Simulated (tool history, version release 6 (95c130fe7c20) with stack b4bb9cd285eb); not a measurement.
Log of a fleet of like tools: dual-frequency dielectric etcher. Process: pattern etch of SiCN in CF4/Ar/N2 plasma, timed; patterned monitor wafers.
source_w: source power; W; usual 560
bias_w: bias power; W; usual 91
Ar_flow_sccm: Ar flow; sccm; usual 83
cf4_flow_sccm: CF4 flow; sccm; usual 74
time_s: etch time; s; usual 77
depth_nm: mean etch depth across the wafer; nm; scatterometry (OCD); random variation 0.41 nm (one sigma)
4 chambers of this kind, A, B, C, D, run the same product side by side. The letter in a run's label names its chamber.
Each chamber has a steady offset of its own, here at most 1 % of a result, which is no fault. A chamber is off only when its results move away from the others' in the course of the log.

run	hour	source_w	bias_w	Ar_flow_sccm	cf4_flow_sccm	time_s	read-back reference wafer on the same gauge, depth_nm	depth_nm
1A	4.9	560	91	83	74	77	78.975	91.176
2D	9.3	560	91	83	74	77	79.023	90.973
3B	13.3	560	91	83	74	77	78.979	90.710
4C	17.2	560	91	83	74	77	79.066	90.858
5B	21.1	560	91	83	74	77	79.004	90.594
6D	24.4	560	91	83	74	77	78.993	90.158
7A	29.3	560	91	83	74	77	78.966	90.501
8C	33.4	560	91	83	74	77	78.987	90.626
9A	37.1	560	91	83	74	77	78.963	91.291
10D	42.5	560	91	83	74	77	78.939	90.174
11C	45.7	560	91	83	74	77	78.888	90.001
12B	49.6	560	91	83	74	67	79.012	78.610
# hour 50.7: chamber A: wet clean of the chamber
13D	52.7	560	91	83	74	67	79.027	78.773
14A	57.9	560	91	83	74	67	78.959	83.659
15B	61.7	560	91	83	74	67	78.966	78.917
16C	66.6	690	91	75	74	77	78.992	110.300
17D	71.3	690	91	75	74	77	79.088	110.820
18C	75.8	690	91	75	74	77	79.052	110.420
19B	78.6	690	91	75	74	77	79.052	109.230
20A	81.8	560	91	75	74	77	79.029	97.432
21B	85.5	560	91	75	74	77	79.081	91.717
22A	90.7	560	91	75	74	77	79.037	97.101
23C	95.4	560	91	75	74	77	79.006	91.270
24D	98.9	560	91	83	74	77	79.019	90.387
# hour 101.6: chamber C: wet clean of the chamber
25C	103.5	560	91	83	74	77	78.968	90.117
26D	105.9	560	91	83	74	77	79.048	90.928
27A	110.0	560	91	83	74	77	79.017	95.692
28B	114.2	560	91	83	74	77	79.100	90.387
29A	117.7	560	91	83	74	77	78.974	95.947
30B	120.4	560	91	83	74	77	78.989	89.926
31C	124.4	560	91	83	74	77	78.994	90.028
32D	127.1	560	91	83	74	77	79.076	90.150
33A	132.1	560	91	83	74	77	78.991	95.295
34D	135.6	560	91	83	74	77	78.994	90.730
35B	138.4	560	91	83	74	77	78.994	90.013

All 4 chambers run these settings next. Forecast each chamber's results:
36A	142.3	560	91	83	74	77		?
36B	142.3	560	91	83	74	77		?
36C	142.3	560	91	83	74	77		?
36D	142.3	560	91	83	74	77		?

run	depth_nm
36A	96.038
36B	90.606
36C	90.750
36D	90.736
